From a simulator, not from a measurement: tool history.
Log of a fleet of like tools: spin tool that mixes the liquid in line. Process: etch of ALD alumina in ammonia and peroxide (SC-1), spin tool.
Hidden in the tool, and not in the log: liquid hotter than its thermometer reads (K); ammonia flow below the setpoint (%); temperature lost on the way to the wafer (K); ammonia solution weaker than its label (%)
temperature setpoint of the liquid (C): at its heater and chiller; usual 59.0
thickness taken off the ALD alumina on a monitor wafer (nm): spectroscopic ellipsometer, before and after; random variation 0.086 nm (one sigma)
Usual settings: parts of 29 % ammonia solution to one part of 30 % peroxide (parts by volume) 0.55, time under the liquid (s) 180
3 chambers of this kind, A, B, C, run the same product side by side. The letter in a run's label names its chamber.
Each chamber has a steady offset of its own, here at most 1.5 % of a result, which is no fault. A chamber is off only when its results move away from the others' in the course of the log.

run	hour	temperature setpoint of the liquid (C)	parts of 29 % ammonia solution to one part of 30 % peroxide (parts by volume)	time under the liquid (s)	hours since the thermometer was replaced	hours since the ammonia flow meter was replaced	hours since the heated supply line was repaired	hours since the drum of ammonia solution was connected	read-back film thickness of the ALD alumina reference wafer, read on the same gauge (nm)	thickness taken off the ALD alumina on a monitor wafer (nm)
1A	4.3	59.0	0.55	180	579.3	498.7	107.4	508.1	40.007	20.1270
2B	7.1	59.0	0.55	180	428.4	140.4	719.7	509.5	40.005	19.9690
3C	12.8	59.0	0.55	180	1702.5	825.8	2963.7	672.1	40.031	20.5540
4B	18.0	59.0	0.55	180	439.3	151.3	730.6	520.4	39.982	19.9890
5A	23.0	59.0	0.55	180	598.0	517.4	126.1	526.8	39.966	19.9800
6C	27.5	59.0	0.55	180	1717.2	840.5	2978.4	686.8	40.029	20.4080
7C	30.6	49.5	0.40	180	1720.3	843.6	2981.5	689.9	40.000	11.9020
8B	36.2	49.5	0.40	180	457.5	169.5	748.8	538.6	39.979	11.7440
9A	39.3	49.5	0.40	180	614.3	533.7	142.4	543.1	40.021	11.7830
10A	42.7	50.0	0.80	180	617.7	537.1	145.8	546.5	39.981	12.9850
11C	46.8	50.0	0.80	180	1736.5	859.8	2997.7	706.1	39.999	12.8880
12B	51.0	50.0	0.80	180	472.3	184.3	763.6	553.4	39.973	13.0150
13B	54.9	59.0	0.55	180	476.2	188.2	767.5	557.3	39.961	20.1110
14A	57.6	59.0	0.55	180	632.6	552.0	160.7	561.4	39.974	20.2710
15C	63.1	59.0	0.55	180	1752.8	876.1	3014.0	722.4	39.985	20.2920
16C	65.9	59.0	0.55	180	1755.6	878.9	3016.8	725.2	39.984	20.3480
17A	69.3	59.0	0.55	180	644.3	563.7	172.4	573.1	39.998	20.4090
18B	73.8	51.0	0.55	125	495.1	207.1	786.4	576.2	39.960	9.1357
19A	78.9	51.0	0.55	125	653.9	573.3	182.0	582.7	40.022	9.3978
20C	84.1	51.0	0.55	125	1773.8	897.1	3035.0	743.4	40.000	9.1143
21B	90.0	59.0	0.55	180	511.3	223.3	802.6	592.4	39.998	20.0700
22C	92.9	59.0	0.55	180	1782.6	905.9	3043.8	752.2	39.973	20.4440
23A	96.6	59.0	0.55	180	671.6	591.0	199.7	600.4	39.973	20.5690
24B	102.3	59.0	0.55	180	523.6	235.6	814.9	604.7	40.041	19.9840
25C	107.0	59.0	0.55	180	1796.7	920.0	3057.9	766.3	40.013	20.4330
# hour 110.0: chamber A: new drum of ammonia solution connected
26B	110.9	59.0	0.55	180	532.2	244.2	823.5	613.3	40.001	19.9680
27A	114.5	59.0	0.55	180	689.5	608.9	217.6	4.6	39.979	20.8620
28C	120.3	59.0	0.55	180	1810.0	933.3	3071.2	779.6	39.981	20.1850
29A	123.2	59.0	0.55	180	698.2	617.6	226.3	13.3	40.025	20.7410
30B	128.8	59.0	0.55	180	550.1	262.1	841.4	631.2	39.976	20.0190
31C	133.2	59.0	0.55	180	1822.9	946.2	3084.1	792.5	40.009	20.3150
32B	138.8	59.0	0.55	180	560.1	272.1	851.4	641.2	39.994	20.1090

All 3 chambers run these settings next. Forecast each chamber's results:
33A	143.1	65.5	0.55	180						?
33B	143.1	65.5	0.55	180						?
33C	143.1	65.5	0.55	180						?

run	thickness taken off the ALD alumina on a monitor wafer (nm)
33A	28.7820
33B	27.6580
33C	28.3390
